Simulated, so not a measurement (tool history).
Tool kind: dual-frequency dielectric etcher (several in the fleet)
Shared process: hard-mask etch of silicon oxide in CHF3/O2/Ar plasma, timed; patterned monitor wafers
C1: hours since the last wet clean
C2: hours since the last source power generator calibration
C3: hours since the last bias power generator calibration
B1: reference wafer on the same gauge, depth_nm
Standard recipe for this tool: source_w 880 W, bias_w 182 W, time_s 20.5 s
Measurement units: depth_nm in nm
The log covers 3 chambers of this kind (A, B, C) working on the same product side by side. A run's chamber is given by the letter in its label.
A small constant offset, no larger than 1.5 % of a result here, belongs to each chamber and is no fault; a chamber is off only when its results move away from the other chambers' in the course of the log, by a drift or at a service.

Run 1B, hour 14.6: usual settings; C1 60.0; C2 1623.8; C3 569.2; B1 56.026. Result: depth_nm 46.997 nm.
Run 2C, hour 25.6: usual settings; C1 445.0; C2 1399.0; C3 2948.9; B1 56.063. Result: depth_nm 47.247 nm.
Run 3A, hour 35.6: usual settings; C1 215.8; C2 235.1; C3 1229.2; B1 56.146. Result: depth_nm 46.380 nm.
At hour 38.4: chamber C: wet clean of the chamber.
Run 4A, hour 47.3: usual settings; C1 227.5; C2 246.8; C3 1240.9; B1 56.118. Result: depth_nm 46.914 nm.
Run 5B, hour 55.9: usual settings; C1 101.3; C2 1665.1; C3 610.5; B1 56.066. Result: depth_nm 47.380 nm.
Run 6C, hour 65.0: usual settings; C1 26.7; C2 1438.4; C3 2988.3; B1 56.076. Result: depth_nm 47.170 nm.
Run 7A, hour 75.9: usual settings; C1 256.1; C2 275.4; C3 1269.5; B1 56.066. Result: depth_nm 46.745 nm.
Run 8B, hour 86.6: usual settings but time_s 17.0 s; C1 132.0; C2 1695.8; C3 641.2; B1 56.018. Result: depth_nm 38.829 nm.
Run 9C, hour 102.0: usual settings but time_s 17.0 s; C1 63.7; C2 1475.4; C3 3025.3; B1 56.048. Result: depth_nm 39.352 nm.
Run 10A, hour 111.7: usual settings but time_s 17.0 s; C1 291.9; C2 311.2; C3 1305.3; B1 56.032. Result: depth_nm 38.535 nm.
Run 11C, hour 119.2: usual settings; C1 80.9; C2 1492.6; C3 3042.5; B1 56.055. Result: depth_nm 47.342 nm.
Run 12B, hour 134.5: usual settings; C1 179.9; C2 1743.7; C3 689.1; B1 56.078. Result: depth_nm 46.968 nm.
Run 13A, hour 143.7: usual settings; C1 323.9; C2 343.2; C3 1337.3; B1 56.042. Result: depth_nm 46.452 nm.
Run 14B, hour 152.8: usual settings; C1 198.2; C2 1762.0; C3 707.4; B1 56.147. Result: depth_nm 46.822 nm.
Run 15C, hour 160.4: usual settings; C1 122.1; C2 1533.8; C3 3083.7; B1 56.078. Result: depth_nm 47.442 nm.
Run 16A, hour 172.1: usual settings; C1 352.3; C2 371.6; C3 1365.7; B1 56.124. Result: depth_nm 47.269 nm.
Run 17B, hour 187.1: usual settings; C1 232.5; C2 1796.3; C3 741.7; B1 56.107. Result: depth_nm 46.767 nm.
Run 18C, hour 194.4: usual settings; C1 156.1; C2 1567.8; C3 3117.7; B1 56.084. Result: depth_nm 46.540 nm.
Run 19B, hour 209.1: usual settings; C1 254.5; C2 1818.3; C3 763.7; B1 56.150. Result: depth_nm 46.957 nm.
Run 20A, hour 224.5: usual settings; C1 404.7; C2 424.0; C3 1418.1; B1 56.160. Result: depth_nm 46.735 nm.
Run 21C, hour 236.2: usual settings but time_s 17.0 s; C1 197.9; C2 1609.6; C3 3159.5; B1 56.112. Result: depth_nm 39.572 nm.
Run 22B, hour 244.7: usual settings but time_s 17.0 s; C1 290.1; C2 1853.9; C3 799.3; B1 56.014. Result: depth_nm 39.237 nm.
Run 23A, hour 253.0: usual settings but time_s 17.0 s; C1 433.2; C2 452.5; C3 1446.6; B1 56.065. Result: depth_nm 38.464 nm.
Run 24C, hour 261.3: usual settings; C1 223.0; C2 1634.7; C3 3184.6; B1 56.206. Result: depth_nm 47.461 nm.
Run 25B, hour 274.1: usual settings; C1 319.5; C2 1883.3; C3 828.7; B1 56.015. Result: depth_nm 47.331 nm.
Run 26A, hour 283.7: usual settings; C1 463.9; C2 483.2; C3 1477.3; B1 56.104. Result: depth_nm 46.518 nm.
Run 27C, hour 295.6: usual settings; C1 257.3; C2 1669.0; C3 3218.9; B1 56.059. Result: depth_nm 47.509 nm.
Run 28C, hour 303.6: usual settings; C1 265.3; C2 1677.0; C3 3226.9; B1 56.090. Result: depth_nm 47.014 nm.
Run 29A, hour 318.2: usual settings; C1 498.4; C2 517.7; C3 1511.8; B1 56.107. Result: depth_nm 46.463 nm.
Run 30B, hour 329.5: usual settings but source_w 1050 W; C1 374.9; C2 1938.7; C3 884.1; B1 56.080. Result: depth_nm 50.269 nm.
Run 31A, hour 342.2: usual settings but source_w 1050 W; C1 522.4; C2 541.7; C3 1535.8; B1 56.160. Result: depth_nm 49.797 nm.
Run 32C, hour 357.1: usual settings but source_w 1050 W; C1 318.8; C2 1730.5; C3 3280.4; B1 56.084. Result: depth_nm 50.358 nm.
Run 33B, hour 370.9: usual settings but bias_w 199 W, time_s 18.0 s; C1 416.3; C2 1980.1; C3 925.5; B1 56.097. Result: depth_nm 42.344 nm.
Run 34B, hour 381.2: usual settings but bias_w 199 W, time_s 18.0 s; C1 426.6; C2 1990.4; C3 935.8; B1 56.166. Result: depth_nm 42.244 nm.
Run 35C, hour 391.8: usual settings but bias_w 199 W, time_s 18.0 s; C1 353.5; C2 1765.2; C3 3315.1; B1 56.138. Result: depth_nm 42.757 nm.

Is one chamber out of step, is the gauge drifting, or do the chambers differ by no more than their own small offsets? For an off chamber, give its letter and the likeliest cause.

Neither any chamber nor the gauge drifts; the chambers differ only by their own small, steady offsets.
